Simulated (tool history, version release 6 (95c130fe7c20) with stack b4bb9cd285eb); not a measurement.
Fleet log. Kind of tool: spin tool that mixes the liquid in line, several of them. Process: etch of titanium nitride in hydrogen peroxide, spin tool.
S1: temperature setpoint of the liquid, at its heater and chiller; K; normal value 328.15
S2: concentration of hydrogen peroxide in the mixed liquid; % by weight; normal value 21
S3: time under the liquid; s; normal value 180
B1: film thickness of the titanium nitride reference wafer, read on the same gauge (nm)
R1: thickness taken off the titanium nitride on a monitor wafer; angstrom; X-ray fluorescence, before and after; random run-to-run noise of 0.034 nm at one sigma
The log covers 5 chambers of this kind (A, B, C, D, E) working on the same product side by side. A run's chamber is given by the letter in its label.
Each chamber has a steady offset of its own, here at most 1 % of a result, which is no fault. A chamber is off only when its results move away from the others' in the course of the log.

{"run": "1A", "day": 0.296, "S1": 328.15, "S2": 21, "S3": 180, "B1": 60.006, "R1": 70.354}
{"run": "2D", "day": 0.554, "S1": 328.15, "S2": 21, "S3": 180, "B1": 60.022, "R1": 69.319}
{"run": "3C", "day": 0.8, "S1": 328.15, "S2": 21, "S3": 180, "B1": 60.013, "R1": 69.962}
{"run": "4E", "day": 1.071, "S1": 328.15, "S2": 21, "S3": 180, "B1": 59.995, "R1": 69.935}
{"run": "5B", "day": 1.292, "S1": 328.15, "S2": 21, "S3": 180, "B1": 60.002, "R1": 69.147}
{"run": "6D", "day": 1.517, "S1": 323.15, "S2": 21, "S3": 125, "B1": 59.986, "R1": 34.044}
{"day": 1.758, "done": "chamber B: new drum of peroxide connected"}
{"run": "7A", "day": 1.767, "S1": 323.15, "S2": 21, "S3": 125, "B1": 60.005, "R1": 33.67}
{"run": "8E", "day": 1.979, "S1": 323.15, "S2": 21, "S3": 125, "B1": 59.996, "R1": 33.935}
{"run": "9B", "day": 2.204, "S1": 323.15, "S2": 21, "S3": 125, "B1": 59.976, "R1": 33.18}
{"run": "10C", "day": 2.533, "S1": 323.15, "S2": 21, "S3": 125, "B1": 59.99, "R1": 33.924}
{"run": "11E", "day": 2.725, "S1": 328.15, "S2": 21, "S3": 180, "B1": 60.002, "R1": 69.728}
{"run": "12B", "day": 2.912, "S1": 328.15, "S2": 21, "S3": 180, "B1": 60.008, "R1": 67.856}
{"run": "13D", "day": 3.108, "S1": 328.15, "S2": 21, "S3": 180, "B1": 59.979, "R1": 69.196}
{"run": "14C", "day": 3.262, "S1": 328.15, "S2": 21, "S3": 180, "B1": 60.023, "R1": 69.555}
{"run": "15A", "day": 3.417, "S1": 328.15, "S2": 21, "S3": 180, "B1": 60.008, "R1": 70.284}
{"day": 3.488, "done": "chamber C: thermometer replaced"}
{"run": "16E", "day": 3.658, "S1": 328.15, "S2": 21, "S3": 180, "B1": 60.007, "R1": 69.677}
{"run": "17A", "day": 3.85, "S1": 328.15, "S2": 21, "S3": 180, "B1": 60.02, "R1": 70.464}
{"run": "18B", "day": 4.042, "S1": 333.15, "S2": 21, "S3": 280, "B1": 60.009, "R1": 148.69}
{"run": "19D", "day": 4.325, "S1": 333.15, "S2": 21, "S3": 280, "B1": 60.014, "R1": 151.86}
{"run": "20C", "day": 4.517, "S1": 333.15, "S2": 21, "S3": 280, "B1": 60.007, "R1": 151.84}
{"run": "21E", "day": 4.733, "S1": 333.15, "S2": 21, "S3": 280, "B1": 60.006, "R1": 152.21}
{"run": "22B", "day": 4.892, "S1": 333.15, "S2": 21, "S3": 280, "B1": 60.013, "R1": 148.53}
{"run": "23D", "day": 5.179, "S1": 328.15, "S2": 21, "S3": 180, "B1": 60.019, "R1": 68.951}
{"run": "24C", "day": 5.438, "S1": 328.15, "S2": 21, "S3": 180, "B1": 60.01, "R1": 69.953}
{"run": "25A", "day": 5.746, "S1": 328.15, "S2": 21, "S3": 180, "B1": 60.016, "R1": 70.75}
{"run": "26A", "day": 6.029, "S1": 328.15, "S2": 21, "S3": 180, "B1": 60.004, "R1": 70.469}
{"run": "27B", "day": 6.288, "S1": 328.15, "S2": 21, "S3": 180, "B1": 59.968, "R1": 66.819}
{"run": "28E", "day": 6.504, "S1": 328.15, "S2": 21, "S3": 180, "B1": 60.0, "R1": 69.718}
{"run": "29D", "day": 6.708, "S1": 328.15, "S2": 21, "S3": 180, "B1": 59.998, "R1": 69.753}
{"run": "30C", "day": 6.867, "S1": 328.15, "S2": 21, "S3": 180, "B1": 60.01, "R1": 69.721}
{"run": "31E", "day": 7.158, "S1": 328.15, "S2": 21, "S3": 180, "B1": 60.001, "R1": 69.151}
{"run": "32A", "day": 7.346, "S1": 328.15, "S2": 21, "S3": 180, "B1": 60.002, "R1": 71.064}
{"run": "33C", "day": 7.538, "S1": 320.65, "S2": 16, "S3": 180, "B1": 59.993, "R1": 38.68}
{"run": "34D", "day": 7.862, "S1": 320.65, "S2": 16, "S3": 180, "B1": 60.008, "R1": 38.394}

Next, all 5 chambers run the settings below, one line each with question marks for the results. What does each chamber give?
{"run": "35A", "day": 8.104, "S1": 328.15, "S2": 21, "S3": 240, "R1": "?"}
{"run": "35B", "day": 8.104, "S1": 328.15, "S2": 21, "S3": 240, "R1": "?"}
{"run": "35C", "day": 8.104, "S1": 328.15, "S2": 21, "S3": 240, "R1": "?"}
{"run": "35D", "day": 8.104, "S1": 328.15, "S2": 21, "S3": 240, "R1": "?"}
{"run": "35E", "day": 8.104, "S1": 328.15, "S2": 21, "S3": 240, "R1": "?"}

run=35A R1=94.171
run=35B R1=88.357
run=35C R1=92.649
run=35D R1=93.243
run=35E R1=92.311
